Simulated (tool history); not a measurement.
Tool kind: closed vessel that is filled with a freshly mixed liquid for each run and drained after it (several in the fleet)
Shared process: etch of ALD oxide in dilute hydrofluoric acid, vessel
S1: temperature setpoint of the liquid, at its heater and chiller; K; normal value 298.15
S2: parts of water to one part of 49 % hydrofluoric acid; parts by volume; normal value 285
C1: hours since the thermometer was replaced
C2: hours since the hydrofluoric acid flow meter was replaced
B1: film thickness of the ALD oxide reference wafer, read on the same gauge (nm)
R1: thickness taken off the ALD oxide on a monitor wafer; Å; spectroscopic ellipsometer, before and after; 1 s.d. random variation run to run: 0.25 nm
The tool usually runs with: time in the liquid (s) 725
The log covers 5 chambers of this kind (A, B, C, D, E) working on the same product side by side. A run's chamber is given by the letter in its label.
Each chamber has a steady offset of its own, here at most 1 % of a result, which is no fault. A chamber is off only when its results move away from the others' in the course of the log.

{"run": "1E", "hour": 7.1, "S1": 298.15, "S2": 285, "time in the liquid (s)": 725, "C1": 188.5, "C2": 876.3, "B1": 89.98, "R1": 391.33}
{"run": "2D", "hour": 19.1, "S1": 298.15, "S2": 285, "time in the liquid (s)": 725, "C1": 105.3, "C2": 553.7, "B1": 90.011, "R1": 393.56}
{"run": "3C", "hour": 25.1, "S1": 298.15, "S2": 285, "time in the liquid (s)": 725, "C1": 743.9, "C2": 409.3, "B1": 89.994, "R1": 390.32}
{"run": "4A", "hour": 38.7, "S1": 298.15, "S2": 285, "time in the liquid (s)": 725, "C1": 1047.9, "C2": 372.1, "B1": 89.992, "R1": 397.73}
{"run": "5B", "hour": 45.4, "S1": 298.15, "S2": 285, "time in the liquid (s)": 725, "C1": 1252.9, "C2": 195.1, "B1": 89.971, "R1": 390.92}
{"run": "6D", "hour": 58.9, "S1": 298.15, "S2": 285, "time in the liquid (s)": 725, "C1": 145.1, "C2": 593.5, "B1": 89.971, "R1": 393.1}
{"run": "7B", "hour": 66.8, "S1": 298.15, "S2": 285, "time in the liquid (s)": 725, "C1": 1274.3, "C2": 216.5, "B1": 90.002, "R1": 388.18}
{"run": "8A", "hour": 72.8, "S1": 300.15, "S2": 400, "time in the liquid (s)": 725, "C1": 1082, "C2": 406.2, "B1": 89.994, "R1": 271.58}
{"run": "9C", "hour": 79.5, "S1": 300.15, "S2": 400, "time in the liquid (s)": 725, "C1": 798.3, "C2": 463.7, "B1": 90.015, "R1": 271.39}
{"run": "10E", "hour": 92.8, "S1": 300.15, "S2": 400, "time in the liquid (s)": 725, "C1": 274.2, "C2": 962, "B1": 90.002, "R1": 268.58}
{"run": "11D", "hour": 103.0, "S1": 300.15, "S2": 400, "time in the liquid (s)": 725, "C1": 189.2, "C2": 637.6, "B1": 89.998, "R1": 266.08}
{"run": "12A", "hour": 114.8, "S1": 300.15, "S2": 400, "time in the liquid (s)": 725, "C1": 1124, "C2": 448.2, "B1": 89.994, "R1": 269.58}
{"run": "13B", "hour": 122.3, "S1": 298.15, "S2": 285, "time in the liquid (s)": 725, "C1": 1329.8, "C2": 272, "B1": 90.006, "R1": 388.01}
{"run": "14C", "hour": 132.7, "S1": 298.15, "S2": 285, "time in the liquid (s)": 725, "C1": 851.5, "C2": 516.9, "B1": 89.984, "R1": 394.68}
{"run": "15E", "hour": 142.4, "S1": 298.15, "S2": 285, "time in the liquid (s)": 725, "C1": 323.8, "C2": 1011.6, "B1": 89.988, "R1": 393.8}
{"run": "16A", "hour": 152.8, "S1": 298.15, "S2": 285, "time in the liquid (s)": 725, "C1": 1162, "C2": 486.2, "B1": 89.991, "R1": 395.54}
{"run": "17D", "hour": 165.0, "S1": 298.15, "S2": 285, "time in the liquid (s)": 725, "C1": 251.2, "C2": 699.6, "B1": 89.98, "R1": 387.82}
{"run": "18E", "hour": 171.7, "S1": 298.15, "S2": 285, "time in the liquid (s)": 725, "C1": 353.1, "C2": 1040.9, "B1": 89.989, "R1": 392.66}
{"run": "19B", "hour": 181.2, "S1": 294.65, "S2": 420, "time in the liquid (s)": 725, "C1": 1388.7, "C2": 330.9, "B1": 89.969, "R1": 207.08}
{"hour": 185.2, "done": "chamber C: hydrofluoric acid flow meter replaced"}
{"run": "20C", "hour": 192.7, "S1": 294.65, "S2": 420, "time in the liquid (s)": 725, "C1": 911.5, "C2": 7.6, "B1": 89.986, "R1": 210.52}
{"run": "21D", "hour": 200.0, "S1": 294.65, "S2": 420, "time in the liquid (s)": 725, "C1": 286.2, "C2": 734.6, "B1": 90.018, "R1": 201.79}
{"run": "22B", "hour": 206.5, "S1": 294.65, "S2": 420, "time in the liquid (s)": 725, "C1": 1414, "C2": 356.2, "B1": 90, "R1": 205.08}
{"run": "23C", "hour": 218.1, "S1": 294.65, "S2": 420, "time in the liquid (s)": 725, "C1": 936.9, "C2": 33, "B1": 89.972, "R1": 212.4}
{"run": "24A", "hour": 226.4, "S1": 303.15, "S2": 240, "time in the liquid (s)": 725, "C1": 1235.6, "C2": 559.8, "B1": 89.987, "R1": 582.08}
{"run": "25E", "hour": 235.6, "S1": 303.15, "S2": 240, "time in the liquid (s)": 725, "C1": 417, "C2": 1104.8, "B1": 89.998, "R1": 586.14}
{"run": "26B", "hour": 244.4, "S1": 303.15, "S2": 240, "time in the liquid (s)": 725, "C1": 1451.9, "C2": 394.1, "B1": 90.005, "R1": 584.86}
{"run": "27D", "hour": 253.4, "S1": 303.15, "S2": 240, "time in the liquid (s)": 725, "C1": 339.6, "C2": 788, "B1": 89.979, "R1": 565.64}
{"run": "28E", "hour": 259.3, "S1": 303.15, "S2": 240, "time in the liquid (s)": 725, "C1": 440.7, "C2": 1128.5, "B1": 90.025, "R1": 589.01}
{"run": "29C", "hour": 267.7, "S1": 298.15, "S2": 285, "time in the liquid (s)": 725, "C1": 986.5, "C2": 82.6, "B1": 89.997, "R1": 397.48}
{"run": "30A", "hour": 279.2, "S1": 298.15, "S2": 285, "time in the liquid (s)": 725, "C1": 1288.4, "C2": 612.6, "B1": 89.976, "R1": 394.41}
{"run": "31B", "hour": 286.1, "S1": 298.15, "S2": 285, "time in the liquid (s)": 725, "C1": 1493.6, "C2": 435.8, "B1": 89.993, "R1": 392.28}
{"run": "32D", "hour": 299.3, "S1": 298.15, "S2": 285, "time in the liquid (s)": 725, "C1": 385.5, "C2": 833.9, "B1": 89.993, "R1": 375.73}
{"run": "33A", "hour": 311.2, "S1": 298.15, "S2": 390, "time in the liquid (s)": 725, "C1": 1320.4, "C2": 644.6, "B1": 89.986, "R1": 262.92}
{"run": "34E", "hour": 322.8, "S1": 298.15, "S2": 390, "time in the liquid (s)": 725, "C1": 504.2, "C2": 1192, "B1": 90.016, "R1": 258.61}
{"run": "35C", "hour": 329.6, "S1": 298.15, "S2": 390, "time in the liquid (s)": 725, "C1": 1048.4, "C2": 144.5, "B1": 90.008, "R1": 261.09}
{"run": "36D", "hour": 337.7, "S1": 298.15, "S2": 390, "time in the liquid (s)": 725, "C1": 423.9, "C2": 872.3, "B1": 89.992, "R1": 247.02}
{"run": "37C", "hour": 345.3, "S1": 298.15, "S2": 390, "time in the liquid (s)": 725, "C1": 1064.1, "C2": 160.2, "B1": 89.992, "R1": 261.94}
{"run": "38B", "hour": 356.6, "S1": 298.15, "S2": 285, "time in the liquid (s)": 725, "C1": 1564.1, "C2": 506.3, "B1": 89.982, "R1": 390.45}
{"run": "39A", "hour": 365.7, "S1": 298.15, "S2": 285, "time in the liquid (s)": 725, "C1": 1374.9, "C2": 699.1, "B1": 89.991, "R1": 398.88}
{"run": "40E", "hour": 379.0, "S1": 298.15, "S2": 375, "time in the liquid (s)": 725, "C1": 560.4, "C2": 1248.2, "B1": 89.988, "R1": 275.97}
{"run": "41E", "hour": 389.1, "S1": 298.15, "S2": 375, "time in the liquid (s)": 725, "C1": 570.5, "C2": 1258.3, "B1": 90.018, "R1": 273.82}
{"run": "42B", "hour": 398.0, "S1": 298.15, "S2": 375, "time in the liquid (s)": 725, "C1": 1605.5, "C2": 547.7, "B1": 89.981, "R1": 273.26}
{"run": "43A", "hour": 411.1, "S1": 298.15, "S2": 375, "time in the liquid (s)": 725, "C1": 1420.3, "C2": 744.5, "B1": 90.036, "R1": 272.21}

Predict what each chamber gives when all 5 of them run the settings below next.
{"run": "44A", "hour": 420.8, "S1": 298.15, "S2": 285, "time in the liquid (s)": 725, "R1": "?"}
{"run": "44B", "hour": 420.8, "S1": 298.15, "S2": 285, "time in the liquid (s)": 725, "R1": "?"}
{"run": "44C", "hour": 420.8, "S1": 298.15, "S2": 285, "time in the liquid (s)": 725, "R1": "?"}
{"run": "44D", "hour": 420.8, "S1": 298.15, "S2": 285, "time in the liquid (s)": 725, "R1": "?"}
{"run": "44E", "hour": 420.8, "S1": 298.15, "S2": 285, "time in the liquid (s)": 725, "R1": "?"}

run=44A R1=396.42
run=44B R1=389.6
run=44C R1=396.55
run=44D R1=371.58
run=44E R1=393.29
